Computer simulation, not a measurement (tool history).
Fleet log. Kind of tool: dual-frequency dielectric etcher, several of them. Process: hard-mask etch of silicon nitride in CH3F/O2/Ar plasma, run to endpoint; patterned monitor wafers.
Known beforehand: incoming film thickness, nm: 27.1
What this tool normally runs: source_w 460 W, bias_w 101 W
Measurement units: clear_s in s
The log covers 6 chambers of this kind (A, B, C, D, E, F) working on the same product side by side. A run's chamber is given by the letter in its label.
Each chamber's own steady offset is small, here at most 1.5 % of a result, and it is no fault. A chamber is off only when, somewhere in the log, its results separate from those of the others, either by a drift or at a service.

| run | hour | source_w | bias_w | clear_s |
|---|---|---|---|---|
|  | 8.7 | chamber D: wet clean of the chamber |
| 1C | 10.5 | 460 | 101 | 33.54 |
| 2F | 19.6 | 460 | 101 | 32.518 |
| 3D | 27.9 | 460 | 101 | 33.437 |
| 4B | 38.3 | 460 | 101 | 32.647 |
| 5E | 45.8 | 460 | 101 | 32.834 |
|  | 47.1 | chamber D: bias power generator calibrated |
| 6A | 55.3 | 460 | 101 | 33.404 |
| 7B | 61.9 | 460 | 101 | 32.909 |
| 8E | 71 | 460 | 101 | 32.896 |
| 9C | 77.3 | 460 | 101 | 33.5 |
|  | 84.4 | chamber D: source power generator calibrated |
| 10A | 86.9 | 460 | 101 | 33.284 |
| 11D | 97.8 | 460 | 101 | 33.265 |
| 12F | 103 | 460 | 101 | 32.419 |
| 13A | 109 | 500 | 79 | 35.965 |
| 14E | 117.1 | 500 | 79 | 34.588 |
| 15F | 125.7 | 500 | 79 | 34.441 |
| 16C | 132.8 | 500 | 79 | 35.32 |
| 17B | 138.3 | 500 | 79 | 35.035 |
| 18D | 148.1 | 500 | 79 | 35.06 |
| 19A | 155.7 | 460 | 101 | 33.863 |
| 20E | 166.1 | 460 | 101 | 32.875 |
| 21D | 171.3 | 460 | 101 | 33.231 |
| 22C | 176.3 | 460 | 101 | 33.212 |
| 23F | 184.3 | 460 | 101 | 32.446 |
| 24B | 191 | 460 | 101 | 32.996 |
| 25D | 197.2 | 460 | 101 | 33.013 |
| 26C | 207.6 | 460 | 101 | 33.193 |
| 27B | 212.6 | 460 | 101 | 32.971 |
| 28E | 222.6 | 460 | 101 | 32.692 |
| 29A | 232.5 | 460 | 101 | 35.262 |
| 30F | 238.9 | 460 | 101 | 32.586 |
| 31B | 244.6 | 460 | 101 | 32.848 |
| 32C | 255.7 | 400 | 113 | 33.41 |
| 33A | 260.8 | 400 | 113 | 35.347 |
| 34D | 268.6 | 400 | 113 | 33.586 |
| 35E | 274.6 | 400 | 113 | 33.187 |
| 36F | 280.8 | 400 | 113 | 33.18 |
| 37A | 287.6 | 400 | 113 | 35.458 |

Does one chamber stand apart from the rest, does the shared gauge drift, or is all well apart from small per-chamber offsets? Give the chamber and the most likely cause, where there is one.

Chamber A drifts away from the others.
Likeliest cause: etch rate under this chamber's usual, % = 5.42.

Below are 4 candidate recipes for chamber A's next run, each the usual settings with a change, their results shown as question marks. Which of them brings A's results back in line with what the other chambers give on the usual settings?
A result is in line if it is within this distance of the other chambers' mean on the usual settings: clear_s 0.68 s
| 38A-1 | 295.8 | 510 | 110 | ? |
| 38A-2 | 295.8 | 420 | 101 | ? |
| 38A-3 | 295.8 | 380 | 101 | ? |
| 38A-4 | 295.8 | 480 | 105 | ? |

The other chambers' mean on the usual settings: clear_s 32.994 s
| run | clear_s |
|---|---|
| 38A-1 | 32.871 |
| 38A-2 | 36.485 |
| 38A-3 | 37.876 |
| 38A-4 | 34.21 |
38A-1 is the one that brings the chamber's results back in line with the other chambers.

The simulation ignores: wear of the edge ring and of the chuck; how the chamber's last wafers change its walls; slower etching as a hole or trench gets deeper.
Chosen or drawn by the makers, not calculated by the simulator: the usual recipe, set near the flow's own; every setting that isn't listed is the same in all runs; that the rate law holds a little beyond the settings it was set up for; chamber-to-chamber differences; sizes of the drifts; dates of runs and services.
